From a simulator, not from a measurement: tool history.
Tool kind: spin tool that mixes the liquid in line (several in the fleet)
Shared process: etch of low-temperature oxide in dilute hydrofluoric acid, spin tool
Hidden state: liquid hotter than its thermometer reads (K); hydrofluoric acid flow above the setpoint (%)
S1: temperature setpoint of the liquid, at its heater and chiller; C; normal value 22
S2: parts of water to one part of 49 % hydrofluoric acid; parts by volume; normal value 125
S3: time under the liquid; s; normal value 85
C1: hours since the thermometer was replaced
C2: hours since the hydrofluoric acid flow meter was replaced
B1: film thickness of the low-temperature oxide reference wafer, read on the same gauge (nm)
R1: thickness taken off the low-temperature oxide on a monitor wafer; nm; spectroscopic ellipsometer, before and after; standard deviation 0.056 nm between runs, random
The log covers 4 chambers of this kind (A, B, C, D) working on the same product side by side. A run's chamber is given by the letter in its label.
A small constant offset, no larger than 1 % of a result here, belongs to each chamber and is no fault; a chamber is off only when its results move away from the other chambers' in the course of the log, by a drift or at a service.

| run | hour | S1 | S2 | S3 | C1 | C2 | B1 | R1 |
|---|---|---|---|---|---|---|---|---|
| 1A | 8.7 | 22 | 125 | 85 | 460 | 491.6 | 59.991 | 6.4704 |
| 2D | 17.4 | 22 | 125 | 85 | 1122.9 | 263.5 | 59.999 | 6.4931 |
| 3B | 25.3 | 22 | 125 | 85 | 766.6 | 700.9 | 59.958 | 6.5484 |
| 4C | 36.9 | 22 | 125 | 85 | 749.4 | 496.5 | 60.047 | 6.3795 |
| 5B | 45 | 22 | 125 | 85 | 786.3 | 720.6 | 60.003 | 6.5509 |
| 6C | 58.3 | 22 | 125 | 85 | 770.8 | 517.9 | 60.005 | 6.4731 |
| 7D | 70.2 | 22 | 125 | 85 | 1175.7 | 316.3 | 60.036 | 6.5234 |
| 8A | 84.6 | 22 | 125 | 85 | 535.9 | 567.5 | 59.96 | 6.4949 |
| 9A | 97.6 | 22 | 125 | 85 | 548.9 | 580.5 | 60.014 | 6.5544 |
| 10C | 104.2 | 22 | 125 | 85 | 816.7 | 563.8 | 59.978 | 6.3826 |
| 11D | 112.7 | 22 | 125 | 85 | 1218.2 | 358.8 | 60.037 | 6.5597 |
| 12B | 122.4 | 22 | 125 | 85 | 863.7 | 798 | 59.96 | 6.5293 |
| 13A | 132 | 22 | 125 | 85 | 583.3 | 614.9 | 59.974 | 6.5272 |
| 14B | 145 | 22 | 125 | 85 | 886.3 | 820.6 | 59.996 | 6.5542 |
| 15C | 159.7 | 22 | 125 | 85 | 872.2 | 619.3 | 60.037 | 6.4934 |
| 16D | 171.5 | 22 | 125 | 85 | 1277 | 417.6 | 60.001 | 6.5674 |
| 17A | 179.5 | 22 | 125 | 85 | 630.8 | 662.4 | 59.992 | 6.5383 |
| 18B | 189.7 | 22 | 125 | 85 | 931 | 865.3 | 59.974 | 6.607 |
| 19C | 203.1 | 22 | 125 | 85 | 915.6 | 662.7 | 60.001 | 6.5056 |
| 20D | 213.7 | 22 | 125 | 85 | 1319.2 | 459.8 | 60 | 6.4784 |
| 21A | 228.4 | 22 | 125 | 85 | 679.7 | 711.3 | 59.998 | 6.4407 |
| 22C | 237.1 | 22 | 125 | 85 | 949.6 | 696.7 | 59.961 | 6.515 |
| 23D | 246.4 | 22 | 125 | 85 | 1351.9 | 492.5 | 59.987 | 6.5701 |
|  | 252.6 | chamber A: hydrofluoric acid flow meter replaced |
| 24B | 260.5 | 22 | 125 | 85 | 1001.8 | 936.1 | 60.008 | 6.7448 |
| 25C | 268.6 | 22 | 70 | 60 | 981.1 | 728.2 | 60.007 | 8.8639 |
| 26D | 276.1 | 22 | 70 | 60 | 1381.6 | 522.2 | 60.02 | 8.7411 |
| 27B | 284.7 | 22 | 70 | 60 | 1026 | 960.3 | 60.03 | 9.1788 |
| 28A | 291.7 | 22 | 70 | 60 | 743 | 39.1 | 59.983 | 8.779 |

One chamber off, gauge drift, or nothing amiss beyond the chambers' own small offsets? If it is a chamber, which one, and what is the likeliest cause?

Chamber B drifts away from the others.
Most likely cause: hydrofluoric acid flow above the setpoint (%) = 5.7.
With only this log, it may be confused with: liquid hotter than its thermometer reads (K).

Below are 4 candidate recipes for chamber B's next run, each the usual settings with a change, their results shown as question marks. Which of them brings B's results back in line with what the other chambers give on the usual settings?
In-line tolerance around the mean of the other chambers on the usual settings: R1 0.2 nm
| 29B-1 | 302.5 | 22 | 125 | 80 |  |  |  | ? |
| 29B-2 | 302.5 | 22 | 125 | 95 |  |  |  | ? |
| 29B-3 | 302.5 | 22 | 125 | 90 |  |  |  | ? |
| 29B-4 | 302.5 | 22 | 125 | 75 |  |  |  | ? |

Mean of the other chambers on the usual settings: R1 6.5203 nm
| run | R1 |
|---|---|
| 29B-1 | 6.5153 |
| 29B-2 | 7.737 |
| 29B-3 | 7.3297 |
| 29B-4 | 6.1081 |
Change 29B-1 lands the chamber within the allowed miss of the other chambers.
